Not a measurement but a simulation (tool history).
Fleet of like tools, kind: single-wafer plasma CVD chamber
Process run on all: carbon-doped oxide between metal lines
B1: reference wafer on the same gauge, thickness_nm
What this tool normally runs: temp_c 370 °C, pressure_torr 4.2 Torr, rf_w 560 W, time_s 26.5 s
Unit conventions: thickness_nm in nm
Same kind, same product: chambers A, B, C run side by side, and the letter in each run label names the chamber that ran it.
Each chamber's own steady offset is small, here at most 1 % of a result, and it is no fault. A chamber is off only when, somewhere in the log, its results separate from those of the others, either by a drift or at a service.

run 1A hour=6.7 | temp_c=370 pressure_torr=4.2 rf_w=560 time_s=26.5 | B1=157.97 | thickness_nm=134.17
run 2B hour=11.3 | temp_c=370 pressure_torr=4.2 rf_w=560 time_s=26.5 | B1=158.13 | thickness_nm=134.29
run 3C hour=19.6 | temp_c=370 pressure_torr=4.2 rf_w=560 time_s=26.5 | B1=158.03 | thickness_nm=136.49
run 4C hour=25.3 | temp_c=370 pressure_torr=4.2 rf_w=560 time_s=26.5 | B1=158.12 | thickness_nm=136.11
run 5B hour=29.1 | temp_c=370 pressure_torr=4.2 rf_w=560 time_s=26.5 | B1=157.95 | thickness_nm=133.34
run 6A hour=33.7 | temp_c=370 pressure_torr=4.2 rf_w=560 time_s=26.5 | B1=157.9 | thickness_nm=135.13
run 7C hour=40.7 | temp_c=370 pressure_torr=4.2 rf_w=560 time_s=26.5 | B1=157.98 | thickness_nm=135.56
run 8B hour=44.5 | temp_c=370 pressure_torr=4.2 rf_w=560 time_s=26.5 | B1=158.03 | thickness_nm=134.3
run 9A hour=48.5 | temp_c=370 pressure_torr=4.2 rf_w=560 time_s=26.5 | B1=157.98 | thickness_nm=134.81
run 10C hour=56.4 | temp_c=370 pressure_torr=4.2 rf_w=560 time_s=26.5 | B1=157.97 | thickness_nm=136.89
run 11B hour=63.5 | temp_c=370 pressure_torr=4.2 rf_w=560 time_s=26.5 | B1=158.11 | thickness_nm=134.13
run 12A hour=69.9 | temp_c=370 pressure_torr=4.2 rf_w=560 time_s=26.5 | B1=158.09 | thickness_nm=134.67
run 13A hour=75.4 | temp_c=370 pressure_torr=4.2 rf_w=560 time_s=26.5 | B1=158.25 | thickness_nm=134.07
run 14C hour=81.9 | temp_c=370 pressure_torr=4.2 rf_w=560 time_s=26.5 | B1=157.91 | thickness_nm=135.71
run 15B hour=88.6 | temp_c=370 pressure_torr=4.2 rf_w=560 time_s=26.5 | B1=157.98 | thickness_nm=132.78
run 16C hour=93.4 | temp_c=370 pressure_torr=4.2 rf_w=560 time_s=26.5 | B1=158.03 | thickness_nm=136.15
run 17A hour=97.4 | temp_c=370 pressure_torr=4.2 rf_w=560 time_s=26.5 | B1=157.82 | thickness_nm=134.87
run 18B hour=103.9 | temp_c=370 pressure_torr=4.2 rf_w=560 time_s=26.5 | B1=158.09 | thickness_nm=132.67
run 19A hour=109.6 | temp_c=370 pressure_torr=4.2 rf_w=560 time_s=26.5 | B1=158.02 | thickness_nm=134.6
run 20B hour=113.6 | temp_c=383 pressure_torr=4.2 rf_w=560 time_s=23.9 | B1=157.94 | thickness_nm=115.94
run 21C hour=121.3 | temp_c=383 pressure_torr=4.2 rf_w=560 time_s=23.9 | B1=157.95 | thickness_nm=118.94
run 22B hour=129.4 | temp_c=383 pressure_torr=4.2 rf_w=560 time_s=23.9 | B1=158.06 | thickness_nm=115.88
run 23A hour=137 | temp_c=370 pressure_torr=4.2 rf_w=560 time_s=26.5 | B1=157.91 | thickness_nm=134.07
run 24C hour=143.5 | temp_c=370 pressure_torr=4.2 rf_w=485 time_s=30.7 | B1=158 | thickness_nm=143.54
run 25B hour=150.6 | temp_c=370 pressure_torr=4.2 rf_w=485 time_s=30.7 | B1=158.03 | thickness_nm=138.38
run 26C hour=158.6 | temp_c=370 pressure_torr=4.2 rf_w=485 time_s=30.7 | B1=157.85 | thickness_nm=142.94
run 27A hour=162.9 | temp_c=364 pressure_torr=4.2 rf_w=560 time_s=26.5 | B1=158.13 | thickness_nm=136.17
run 28C hour=166.7 | temp_c=364 pressure_torr=4.2 rf_w=560 time_s=26.5 | B1=158.12 | thickness_nm=137.11
run 29A hour=171 | temp_c=364 pressure_torr=4.2 rf_w=560 time_s=26.5 | B1=158.01 | thickness_nm=136.56
run 30B hour=178.1 | temp_c=370 pressure_torr=4.2 rf_w=560 time_s=26.5 | B1=158.01 | thickness_nm=129.97
run 31B hour=185.2 | temp_c=370 pressure_torr=3.85 rf_w=625 time_s=26.5 | B1=157.86 | thickness_nm=136.97
run 32C hour=192.1 | temp_c=370 pressure_torr=3.85 rf_w=625 time_s=26.5 | B1=158.12 | thickness_nm=144.21
run 33A hour=199 | temp_c=370 pressure_torr=3.85 rf_w=625 time_s=26.5 | B1=157.81 | thickness_nm=142.95
run 34A hour=205.9 | temp_c=370 pressure_torr=4.2 rf_w=560 time_s=26.5 | B1=157.96 | thickness_nm=134.65
run 35C hour=211.3 | temp_c=370 pressure_torr=3.8 rf_w=655 time_s=26.5 | B1=158 | thickness_nm=148.07
run 36B hour=215.6 | temp_c=370 pressure_torr=3.8 rf_w=655 time_s=26.5 | B1=157.99 | thickness_nm=140.36
run 37B hour=219.3 | temp_c=370 pressure_torr=3.8 rf_w=655 time_s=26.5 | B1=158.09 | thickness_nm=139.42
run 38A hour=223.4 | temp_c=370 pressure_torr=4.2 rf_w=560 time_s=26.5 | B1=158.13 | thickness_nm=134.87
run 39C hour=230.3 | temp_c=370 pressure_torr=4.2 rf_w=560 time_s=26.5 | B1=157.81 | thickness_nm=135.72
run 40A hour=234 | temp_c=370 pressure_torr=4.2 rf_w=560 time_s=26.5 | B1=158 | thickness_nm=134.44
run 41B hour=239.2 | temp_c=370 pressure_torr=4.2 rf_w=560 time_s=26.5 | B1=157.92 | thickness_nm=128.13

What goes on in this fleet: one chamber off, a drifting gauge, or nothing beyond the chambers' own small offsets? Name the chamber and the cause, if any.

It is chamber B that slowly wanders off from its peers.
What lies behind it: delivered RF power below the setpoint (%) = 7.94.

Chamber B could run next with any of the 4 candidate recipes listed below; each alters the usual settings, and their results appear as question marks. Which one brings its results back in line with what the other chambers deliver on the usual settings?
In line here means within this much of the mean the other chambers give on the usual settings: thickness_nm 1.8 nm
run 42B-1 hour=245.1 | temp_c=370 pressure_torr=4.2 rf_w=510 time_s=26.5 | thickness_nm=?
run 42B-2 hour=245.1 | temp_c=369 pressure_torr=4.24 rf_w=575 time_s=27.6 | thickness_nm=?
run 42B-3 hour=245.1 | temp_c=376 pressure_torr=3.75 rf_w=560 time_s=26.5 | thickness_nm=?
run 42B-4 hour=245.1 | temp_c=370 pressure_torr=4.26 rf_w=585 time_s=26.5 | thickness_nm=?

On the usual settings, the other chambers give on average: thickness_nm 135.27 nm
run=42B-1 thickness_nm=120
run=42B-2 thickness_nm=135.43
run=42B-3 thickness_nm=124
run=42B-4 thickness_nm=131.33
It is 42B-2 that realigns the chamber with its peers.
